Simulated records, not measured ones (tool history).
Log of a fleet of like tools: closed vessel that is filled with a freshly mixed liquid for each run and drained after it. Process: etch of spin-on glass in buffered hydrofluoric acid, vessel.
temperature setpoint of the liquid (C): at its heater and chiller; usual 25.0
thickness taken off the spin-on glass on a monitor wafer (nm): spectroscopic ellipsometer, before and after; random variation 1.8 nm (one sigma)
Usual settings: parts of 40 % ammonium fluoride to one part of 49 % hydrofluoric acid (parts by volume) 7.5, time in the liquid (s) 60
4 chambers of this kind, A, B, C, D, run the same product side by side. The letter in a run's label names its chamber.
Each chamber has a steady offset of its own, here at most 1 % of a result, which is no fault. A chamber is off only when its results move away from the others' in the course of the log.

run   hour  temperature setpoint of the liquid (C)  parts of 40 % ammonium fluoride to one part of 49 % hydrofluoric acid (parts by volume)  time in the liquid (s)  hours since the thermometer was replaced  hours since the hydrofluoric acid flow meter was replaced  read-back film thickness of the spin-on glass reference wafer, read on the same gauge (nm)  thickness taken off the spin-on glass on a monitor wafer (nm)
 1B    6.7                                    25.0                                                                                      7.5                      60                                     436.3                                                      271.3                                                                                      50.007                                                         311.97
 2C   19.4                                    25.0                                                                                      7.5                      60                                     438.8                                                      724.0                                                                                      49.992                                                         307.76
      23.4  -- chamber A: thermometer replaced
 3D   32.0                                    25.0                                                                                      7.5                      60                                     903.2                                                      358.3                                                                                      49.966                                                         307.03
 4A   41.8                                    25.0                                                                                      7.5                      60                                      18.4                                                     1056.9                                                                                      49.982                                                         312.11
 5A   52.0                                    25.0                                                                                      7.5                      60                                      28.6                                                     1067.1                                                                                      50.015                                                         309.09
 6B   64.7                                    25.0                                                                                      7.5                      60                                     494.3                                                      329.3                                                                                      50.015                                                         311.14
      76.5  -- chamber A: hydrofluoric acid flow meter replaced
 7D   77.2                                    25.0                                                                                      7.5                      60                                     948.4                                                      403.5                                                                                      50.002                                                         311.06
 8C   87.2                                    25.0                                                                                      7.5                      60                                     506.6                                                      791.8                                                                                      50.014                                                         310.73
 9A   96.2                                    25.0                                                                                      7.5                      60                                      72.8                                                       19.7                                                                                      49.982                                                         308.64
10B  105.4                                    20.5                                                                                      7.5                      40                                     535.0                                                      370.0                                                                                      49.998                                                         162.28
11D  115.0                                    20.5                                                                                      7.5                      40                                     986.2                                                      441.3                                                                                      50.011                                                         161.75
12C  123.2                                    20.5                                                                                      7.5                      40                                     542.6                                                      827.8                                                                                      50.036                                                         160.47
13A  130.5                                    20.5                                                                                      7.5                      40                                     107.1                                                       54.0                                                                                      49.989                                                         160.23
14C  137.2                                    25.0                                                                                      7.5                      60                                     556.6                                                      841.8                                                                                      49.987                                                         309.37
15D  148.0                                    25.0                                                                                      7.5                      60                                    1019.2                                                      474.3                                                                                      50.005                                                         307.76
16B  157.2                                    25.0                                                                                      7.5                      60                                     586.8                                                      421.8                                                                                      50.017                                                         313.25
17A  169.4                                    25.0                                                                                      7.5                      60                                     146.0                                                       92.9                                                                                      49.982                                                         307.51
18D  181.7                                    25.0                                                                                      7.5                      60                                    1052.9                                                      508.0                                                                                      49.975                                                         309.44
19C  189.1                                    25.0                                                                                      7.5                      60                                     608.5                                                      893.7                                                                                      49.988                                                         311.03
20B  201.6                                    25.0                                                                                     10.5                      85                                     631.2                                                      466.2                                                                                      50.001                                                         320.78
21C  208.6                                    25.0                                                                                     10.5                      85                                     628.0                                                      913.2                                                                                      50.027                                                         323.91
22B  215.0                                    25.0                                                                                     10.5                      85                                     644.6                                                      479.6                                                                                      50.009                                                         324.81
     215.2  -- chamber B: hydrofluoric acid flow meter replaced
23A  228.0                                    25.0                                                                                     10.5                      85                                     204.6                                                      151.5                                                                                      49.991                                                         322.62
24D  239.7                                    25.0                                                                                      7.5                      60                                    1110.9                                                      566.0                                                                                      50.023                                                         309.62
25C  247.0                                    25.0                                                                                      7.5                      60                                     666.4                                                      951.6                                                                                      50.011                                                         306.00
26B  259.4                                    25.0                                                                                     10.5                      60                                     689.0                                                       44.3                                                                                      50.009                                                         228.51
27D  266.1                                    25.0                                                                                     10.5                      60                                    1137.3                                                      592.4                                                                                      49.966                                                         229.79
28A  278.8                                    25.0                                                                                     10.5                      60                                     255.4                                                      202.3                                                                                      49.983                                                         227.52
29C  290.1                                    25.0                                                                                     10.5                      60                                     709.5                                                      994.7                                                                                      50.007                                                         228.81
30A  296.0                                    25.0                                                                                      7.5                      60                                     272.6                                                      219.5                                                                                      50.030                                                         308.51
31D  306.1                                    21.5                                                                                      9.5                      60                                    1177.3                                                      632.4                                                                                      49.986                                                         200.53
32B  319.4                                    21.5                                                                                      9.5                      60                                     749.0                                                      104.3                                                                                      50.004                                                         203.38
33B  329.5                                    21.5                                                                                      9.5                      60                                     759.1                                                      114.4                                                                                      50.012                                                         203.39
34D  340.0                                    21.5                                                                                      9.5                      60                                    1211.2                                                      666.3                                                                                      50.007                                                         203.97
35C  348.7                                    25.0                                                                                      7.5                      60                                     768.1                                                     1053.3                                                                                      50.015                                                         310.92
36A  356.4                                    25.0                                                                                      7.5                      60                                     333.0                                                      279.9                                                                                      50.019                                                         309.16

What goes on in this fleet: one chamber off, a drifting gauge, or nothing beyond the chambers' own small offsets? Name the chamber and the cause, if any.

No chamber stands off beyond its own small offset, and the gauge holds steady.
